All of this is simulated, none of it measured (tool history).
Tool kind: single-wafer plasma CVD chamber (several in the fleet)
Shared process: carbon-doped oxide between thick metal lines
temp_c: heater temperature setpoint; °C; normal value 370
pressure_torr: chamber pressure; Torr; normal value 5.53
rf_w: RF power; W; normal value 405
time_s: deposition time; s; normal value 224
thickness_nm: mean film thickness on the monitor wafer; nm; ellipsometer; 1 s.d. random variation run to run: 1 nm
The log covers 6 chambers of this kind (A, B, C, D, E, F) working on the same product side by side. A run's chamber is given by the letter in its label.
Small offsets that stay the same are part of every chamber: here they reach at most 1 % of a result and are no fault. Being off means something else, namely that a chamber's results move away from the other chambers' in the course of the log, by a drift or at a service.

run	hour	temp_c	pressure_torr	rf_w	time_s	hours since the last thermocouple change	hours since the last RF generator calibration	hours since the last manometer calibration	read-back reference wafer on the same gauge, thickness_nm	thickness_nm
1C	9.3	370	5.53	405	224	230.0	1385.4	245.4	880.11	952.82
2D	19.4	370	5.53	405	224	650.3	920.4	1976.4	880.18	943.97
# hour 30.8: chamber D: capacitance manometer re-zeroed and calibrated
3B	32.5	370	5.53	405	224	306.7	2370.0	1673.9	880.66	939.97
4A	45.3	370	5.53	405	224	214.5	627.0	1659.5	880.46	944.24
5F	57.8	370	5.53	405	224	2087.0	2143.4	335.7	880.71	950.09
6E	70.8	370	5.53	405	224	718.5	748.6	946.8	880.52	947.59
7E	80.2	370	5.53	405	224	727.9	758.0	956.2	880.81	947.11
8A	92.6	370	5.53	405	224	261.8	674.3	1706.8	881.06	943.82
9F	100.9	370	5.53	405	224	2130.1	2186.5	378.8	881.19	951.54
10B	111.9	370	5.53	405	224	386.1	2449.4	1753.3	880.98	940.54
11C	118.5	370	5.53	405	224	339.2	1494.6	354.6	881.44	954.08
12D	129.3	370	5.53	405	224	760.2	1030.3	98.6	881.30	946.00
13E	140.5	370	5.53	405	224	788.2	818.3	1016.5	881.43	950.35
14D	154.7	370	5.53	405	224	785.6	1055.7	124.0	881.38	943.67
# hour 159.3: chamber B: RF generator calibrated
15B	169.2	370	5.53	405	224	443.4	10.0	1810.6	881.59	940.55
16A	175.8	370	5.53	405	224	345.0	757.5	1790.0	881.88	943.95
17F	184.8	370	5.53	335	264	2214.0	2270.4	462.7	881.74	970.20
18C	193.0	370	5.53	335	264	413.7	1569.1	429.1	881.92	977.16
19A	199.6	370	5.53	335	264	368.8	781.3	1813.8	881.96	968.19
20F	211.0	370	5.53	335	264	2240.2	2296.6	488.9	882.24	971.11
21C	222.3	370	5.53	335	264	443.0	1598.4	458.4	882.24	976.96
22E	231.6	370	5.53	335	264	879.3	909.4	1107.6	882.55	970.73
23D	241.9	370	5.53	405	224	872.8	1142.9	211.2	882.54	945.31
24B	253.4	370	5.53	405	224	527.6	94.2	1894.8	882.64	943.91
25D	268.2	370	5.53	405	224	899.1	1169.2	237.5	882.64	946.92
26E	282.7	370	5.53	405	224	930.4	960.5	1158.7	882.91	950.04
27B	292.0	370	5.53	405	224	566.2	132.8	1933.4	883.20	941.53
28A	302.1	376	5.53	405	189	471.3	883.8	1916.3	883.15	787.49
29C	316.8	376	5.53	405	189	537.5	1692.9	552.9	883.08	797.49
30F	328.1	376	5.53	405	189	2357.3	2413.7	606.0	883.58	794.70
31B	341.6	376	5.53	405	189	615.8	182.4	1983.0	883.34	787.54
32E	351.5	376	5.53	405	189	999.2	1029.3	1227.5	883.43	793.50
33A	358.2	376	5.53	405	189	527.4	939.9	1972.4	883.62	789.10
34C	365.2	370	5.53	405	224	585.9	1741.3	601.3	883.60	955.77
35D	372.0	370	5.53	440	237	1002.9	1273.0	341.3	883.82	1064.20
36F	385.5	370	5.53	440	237	2414.7	2471.1	663.4	883.90	1072.80

Is one chamber out of step, is the gauge drifting, or do the chambers differ by no more than their own small offsets? For an off chamber, give its letter and the likeliest cause.

The shared gauge is drifting. All chambers look as if they move in step, but none is off.
Cause: gauge reads high (%) = 0.456.

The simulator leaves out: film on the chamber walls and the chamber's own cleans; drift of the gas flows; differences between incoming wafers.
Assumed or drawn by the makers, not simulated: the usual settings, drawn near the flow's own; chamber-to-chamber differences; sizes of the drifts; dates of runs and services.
